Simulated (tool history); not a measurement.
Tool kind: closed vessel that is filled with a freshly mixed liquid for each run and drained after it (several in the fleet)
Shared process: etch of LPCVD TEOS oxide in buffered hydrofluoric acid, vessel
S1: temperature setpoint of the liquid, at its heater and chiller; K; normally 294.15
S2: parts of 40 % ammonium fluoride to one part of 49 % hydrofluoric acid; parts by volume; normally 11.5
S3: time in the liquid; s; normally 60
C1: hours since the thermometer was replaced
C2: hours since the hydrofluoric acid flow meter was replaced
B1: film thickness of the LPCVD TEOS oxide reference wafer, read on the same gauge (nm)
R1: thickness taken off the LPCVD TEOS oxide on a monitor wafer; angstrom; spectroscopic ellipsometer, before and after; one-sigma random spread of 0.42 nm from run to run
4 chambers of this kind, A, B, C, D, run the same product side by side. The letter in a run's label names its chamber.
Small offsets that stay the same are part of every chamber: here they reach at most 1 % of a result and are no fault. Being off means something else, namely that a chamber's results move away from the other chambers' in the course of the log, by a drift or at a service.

run	hour	S1	S2	S3	C1	C2	B1	R1
1A	4.5	294.15	11.5	60	1209.8	15.3	49.984	999.48
2C	9.5	294.15	11.5	60	705.4	315.8	50.04	996.67
3B	14.8	294.15	11.5	60	1855.5	386.1	49.953	1009.5
4D	19	294.15	11.5	60	384.6	178.2	49.982	996.24
5A	27.3	294.15	11.5	60	1232.6	38.1	50.009	990.79
6B	34.7	294.15	11.5	60	1875.4	406	49.994	1001.8
7C	41.6	294.15	11.5	60	737.5	347.9	50.01	995.44
# hour 42.3: chamber B: hydrofluoric acid flow meter replaced
8D	48.9	294.15	11.5	60	414.5	208.1	50.003	987.63
9C	55.4	294.15	11.5	60	751.3	361.7	49.98	996.1
10D	59.4	294.15	11.5	60	425	218.6	49.964	997.9
11A	65.1	294.15	11.5	60	1270.4	75.9	49.97	989.46
12B	72	294.15	13	50	1912.7	29.8	49.989	746.04
13D	79.9	294.15	13	50	445.5	239.1	50.013	739.89
14B	86.1	294.15	13	50	1926.8	43.9	49.977	743.17
15A	92.2	294.15	13	50	1297.5	103	50.002	738.11
16C	96.4	294.15	11.5	60	792.3	402.7	49.984	998
17D	101.3	294.15	11.5	60	466.9	260.5	50.053	994.69
18C	108.2	294.15	11.5	60	804.1	414.5	50.006	998.12
19B	113.8	294.15	11.5	60	1954.5	71.6	49.998	1005.9
20A	118.8	294.15	11.5	60	1324.1	129.6	49.989	992.89
21A	126	294.15	11.5	60	1331.3	136.8	50.016	1005.2
22B	130.9	294.15	11.5	60	1971.6	88.7	50.01	999.87
23D	134.8	294.15	11.5	60	500.4	294	50.023	992.61
24C	140.2	294.15	11.5	60	836.1	446.5	49.996	988.98
25D	146.4	294.15	11.5	60	512	305.6	49.987	1002.3
26A	150.8	294.15	11.5	60	1356.1	161.6	49.989	997.35
27C	156	294.15	11.5	60	851.9	462.3	49.985	1006.4
28B	159.8	290.15	11.5	60	2000.5	117.6	49.988	804.8
29D	167.8	290.15	11.5	60	533.4	327	50.004	796.04
30A	173.7	290.15	11.5	60	1379	184.5	49.965	795.71

The same settings go to every chamber for the next run, one line per chamber below. Forecast the results for each:
31A	179.7	292.15	11.5	60				?
31B	179.7	292.15	11.5	60				?
31C	179.7	292.15	11.5	60				?
31D	179.7	292.15	11.5	60				?

run	R1
31A	886.09
31B	897.39
31C	886.87
31D	893.88
